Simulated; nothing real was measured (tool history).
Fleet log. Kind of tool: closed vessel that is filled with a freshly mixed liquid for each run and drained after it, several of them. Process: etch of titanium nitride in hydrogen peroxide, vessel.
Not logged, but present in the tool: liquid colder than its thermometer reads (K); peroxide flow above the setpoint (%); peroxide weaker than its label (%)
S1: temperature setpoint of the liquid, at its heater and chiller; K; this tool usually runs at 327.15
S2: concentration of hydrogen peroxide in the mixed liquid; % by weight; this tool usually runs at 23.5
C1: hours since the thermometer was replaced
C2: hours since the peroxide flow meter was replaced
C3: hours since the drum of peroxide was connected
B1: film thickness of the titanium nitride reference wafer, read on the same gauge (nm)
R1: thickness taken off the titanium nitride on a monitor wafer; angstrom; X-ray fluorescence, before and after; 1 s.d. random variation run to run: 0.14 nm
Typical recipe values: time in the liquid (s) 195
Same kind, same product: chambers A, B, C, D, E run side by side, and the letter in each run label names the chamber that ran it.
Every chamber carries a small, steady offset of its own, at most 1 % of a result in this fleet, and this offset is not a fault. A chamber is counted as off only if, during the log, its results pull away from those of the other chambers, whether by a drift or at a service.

{"run": "1C", "day": 0.346, "S1": 327.15, "S2": 23.5, "time in the liquid (s)": 195, "C1": 1231.5, "C2": 1604.8, "C3": 129.4, "B1": 110.03, "R1": 184.35}
{"day": 0.662, "done": "chamber D: peroxide flow meter replaced"}
{"run": "2A", "day": 0.733, "S1": 327.15, "S2": 23.5, "time in the liquid (s)": 195, "C1": 2331.4, "C2": 767.6, "C3": 698, "B1": 109.97, "R1": 182.36}
{"run": "3D", "day": 1.258, "S1": 327.15, "S2": 23.5, "time in the liquid (s)": 195, "C1": 1991.2, "C2": 14.4, "C3": 673.7, "B1": 110.05, "R1": 182.55}
{"run": "4B", "day": 1.571, "S1": 327.15, "S2": 23.5, "time in the liquid (s)": 195, "C1": 1258.6, "C2": 1623.7, "C3": 1442.3, "B1": 109.98, "R1": 182.98}
{"run": "5E", "day": 2.05, "S1": 327.15, "S2": 23.5, "time in the liquid (s)": 195, "C1": 2129.7, "C2": 974.5, "C3": 840.5, "B1": 109.98, "R1": 186.31}
{"run": "6B", "day": 2.383, "S1": 327.15, "S2": 23.5, "time in the liquid (s)": 195, "C1": 1278.1, "C2": 1643.2, "C3": 1461.8, "B1": 109.96, "R1": 185.25}
{"run": "7C", "day": 2.867, "S1": 327.15, "S2": 23.5, "time in the liquid (s)": 195, "C1": 1292, "C2": 1665.3, "C3": 189.9, "B1": 109.96, "R1": 185.61}
{"run": "8A", "day": 3.3, "S1": 327.15, "S2": 23.5, "time in the liquid (s)": 195, "C1": 2393, "C2": 829.2, "C3": 759.6, "B1": 109.97, "R1": 183.1}
{"day": 3.479, "done": "chamber B: new drum of peroxide connected"}
{"run": "9E", "day": 3.621, "S1": 327.15, "S2": 23.5, "time in the liquid (s)": 195, "C1": 2167.4, "C2": 1012.2, "C3": 878.2, "B1": 109.96, "R1": 184.54}
{"run": "10D", "day": 3.992, "S1": 327.15, "S2": 23.5, "time in the liquid (s)": 195, "C1": 2056.8, "C2": 80, "C3": 739.3, "B1": 110.01, "R1": 184.33}
{"day": 4.329, "done": "chamber E: thermometer replaced"}
{"run": "11D", "day": 4.338, "S1": 327.15, "S2": 23.5, "time in the liquid (s)": 195, "C1": 2065.1, "C2": 88.3, "C3": 747.6, "B1": 110.02, "R1": 180.87}
{"run": "12B", "day": 4.846, "S1": 327.15, "S2": 23.5, "time in the liquid (s)": 195, "C1": 1337.2, "C2": 1702.3, "C3": 32.8, "B1": 110, "R1": 182.49}
{"run": "13E", "day": 5.212, "S1": 327.15, "S2": 23.5, "time in the liquid (s)": 195, "C1": 21.2, "C2": 1050.4, "C3": 916.4, "B1": 110, "R1": 187.12}
{"run": "14A", "day": 5.467, "S1": 327.15, "S2": 23.5, "time in the liquid (s)": 195, "C1": 2445, "C2": 881.2, "C3": 811.6, "B1": 110, "R1": 184.32}
{"day": 5.646, "done": "chamber A: thermometer replaced"}
{"run": "15C", "day": 5.754, "S1": 327.15, "S2": 23.5, "time in the liquid (s)": 195, "C1": 1361.3, "C2": 1734.6, "C3": 259.2, "B1": 109.97, "R1": 180.91}
{"day": 6.075, "done": "chamber A: new drum of peroxide connected"}
{"run": "16A", "day": 6.246, "S1": 327.15, "S2": 23.5, "time in the liquid (s)": 195, "C1": 14.4, "C2": 899.9, "C3": 4.1, "B1": 110, "R1": 185.87}
{"run": "17D", "day": 6.479, "S1": 333.15, "S2": 23.5, "time in the liquid (s)": 195, "C1": 2116.5, "C2": 139.7, "C3": 799, "B1": 110.01, "R1": 276.52}
{"run": "18B", "day": 7.004, "S1": 333.15, "S2": 23.5, "time in the liquid (s)": 195, "C1": 1389, "C2": 1754.1, "C3": 84.6, "B1": 109.99, "R1": 280.46}
{"run": "19E", "day": 7.492, "S1": 333.15, "S2": 23.5, "time in the liquid (s)": 195, "C1": 75.9, "C2": 1105.1, "C3": 971.1, "B1": 110, "R1": 281.04}
{"run": "20C", "day": 7.733, "S1": 333.15, "S2": 23.5, "time in the liquid (s)": 195, "C1": 1408.8, "C2": 1782.1, "C3": 306.7, "B1": 110.06, "R1": 276.67}
{"run": "21B", "day": 8.171, "S1": 333.15, "S2": 23.5, "time in the liquid (s)": 195, "C1": 1417, "C2": 1782.1, "C3": 112.6, "B1": 109.99, "R1": 278.87}
{"run": "22D", "day": 8.533, "S1": 327.15, "S2": 23.5, "time in the liquid (s)": 195, "C1": 2165.8, "C2": 189, "C3": 848.3, "B1": 110, "R1": 184.56}
{"run": "23C", "day": 8.938, "S1": 327.15, "S2": 23.5, "time in the liquid (s)": 195, "C1": 1437.7, "C2": 1811, "C3": 335.6, "B1": 110, "R1": 179.12}
{"day": 8.95, "done": "chamber E: new drum of peroxide connected"}
{"run": "24A", "day": 9.317, "S1": 327.15, "S2": 23.5, "time in the liquid (s)": 195, "C1": 88.1, "C2": 973.6, "C3": 77.8, "B1": 110.03, "R1": 182.82}
{"run": "25E", "day": 9.8, "S1": 327.15, "S2": 23.5, "time in the liquid (s)": 195, "C1": 131.3, "C2": 1160.5, "C3": 20.5, "B1": 109.99, "R1": 185.5}
{"run": "26E", "day": 10.233, "S1": 327.15, "S2": 26.5, "time in the liquid (s)": 145, "C1": 141.7, "C2": 1170.9, "C3": 30.9, "B1": 110.03, "R1": 142.01}
{"run": "27D", "day": 10.608, "S1": 327.15, "S2": 26.5, "time in the liquid (s)": 145, "C1": 2215.6, "C2": 238.8, "C3": 898.1, "B1": 110, "R1": 141.14}
{"run": "28A", "day": 10.979, "S1": 327.15, "S2": 26.5, "time in the liquid (s)": 145, "C1": 128, "C2": 1013.5, "C3": 117.7, "B1": 109.98, "R1": 141.49}
{"run": "29C", "day": 11.288, "S1": 327.15, "S2": 26.5, "time in the liquid (s)": 145, "C1": 1494.1, "C2": 1867.4, "C3": 392, "B1": 109.99, "R1": 134.08}
{"run": "30B", "day": 11.804, "S1": 327.15, "S2": 26.5, "time in the liquid (s)": 145, "C1": 1504.2, "C2": 1869.3, "C3": 199.8, "B1": 109.98, "R1": 140.68}
{"run": "31A", "day": 12.262, "S1": 327.15, "S2": 23.5, "time in the liquid (s)": 195, "C1": 158.8, "C2": 1044.3, "C3": 148.5, "B1": 109.98, "R1": 183.34}
{"day": 12.546, "done": "chamber D: new drum of peroxide connected"}
{"run": "32E", "day": 12.667, "S1": 320.65, "S2": 19.5, "time in the liquid (s)": 195, "C1": 200.1, "C2": 1229.3, "C3": 89.3, "B1": 110.02, "R1": 110.71}
{"run": "33B", "day": 13.062, "S1": 320.65, "S2": 19.5, "time in the liquid (s)": 195, "C1": 1534.4, "C2": 1899.5, "C3": 230, "B1": 109.98, "R1": 111.62}
{"run": "34D", "day": 13.408, "S1": 320.65, "S2": 19.5, "time in the liquid (s)": 195, "C1": 2282.8, "C2": 306, "C3": 20.8, "B1": 110.01, "R1": 109.92}
{"run": "35C", "day": 13.788, "S1": 320.65, "S2": 19.5, "time in the liquid (s)": 195, "C1": 1554.1, "C2": 1927.4, "C3": 452, "B1": 110, "R1": 103.16}
{"run": "36A", "day": 14.062, "S1": 320.65, "S2": 19.5, "time in the liquid (s)": 195, "C1": 202, "C2": 1087.5, "C3": 191.7, "B1": 109.99, "R1": 110.39}
{"run": "37E", "day": 14.412, "S1": 327.15, "S2": 23.5, "time in the liquid (s)": 195, "C1": 242, "C2": 1271.2, "C3": 131.2, "B1": 109.97, "R1": 185.22}
{"run": "38B", "day": 14.671, "S1": 327.15, "S2": 23.5, "time in the liquid (s)": 195, "C1": 1573, "C2": 1938.1, "C3": 268.6, "B1": 110.02, "R1": 184.59}

Which is it: a chamber that has drifted or been left off by a service, a gauge drift common to all chambers, or only each chamber's usual small offset? If a chamber is off, name it and its likeliest cause.

Little by little, chamber C moves away from the other chambers.
Likeliest cause: liquid colder than its thermometer reads (K) = 1.19.

Below are 4 candidate recipes for chamber C's next run, each the usual settings with a change, their results shown as question marks. Which of them brings C's results back in line with what the other chambers give on the usual settings?
Maximum distance from the other chambers' mean on the usual settings for a result to count as in line: R1 4.8 angstrom
{"run": "39C-1", "day": 15.054, "S1": 327.15, "S2": 16.5, "time in the liquid (s)": 195, "R1": "?"}
{"run": "39C-2", "day": 15.054, "S1": 327.15, "S2": 23.5, "time in the liquid (s)": 200, "R1": "?"}
{"run": "39C-3", "day": 15.054, "S1": 327.15, "S2": 23.5, "time in the liquid (s)": 190, "R1": "?"}
{"run": "39C-4", "day": 15.054, "S1": 327.15, "S2": 23.5, "time in the liquid (s)": 210, "R1": "?"}

The mean the other chambers reach with the usual settings: R1 184.1 angstrom
run=39C-1 R1=157.71
run=39C-2 R1=174.25
run=39C-3 R1=165.53
run=39C-4 R1=182.96
The answer is 39C-4, which returns the chamber to within the allowed miss of the others.
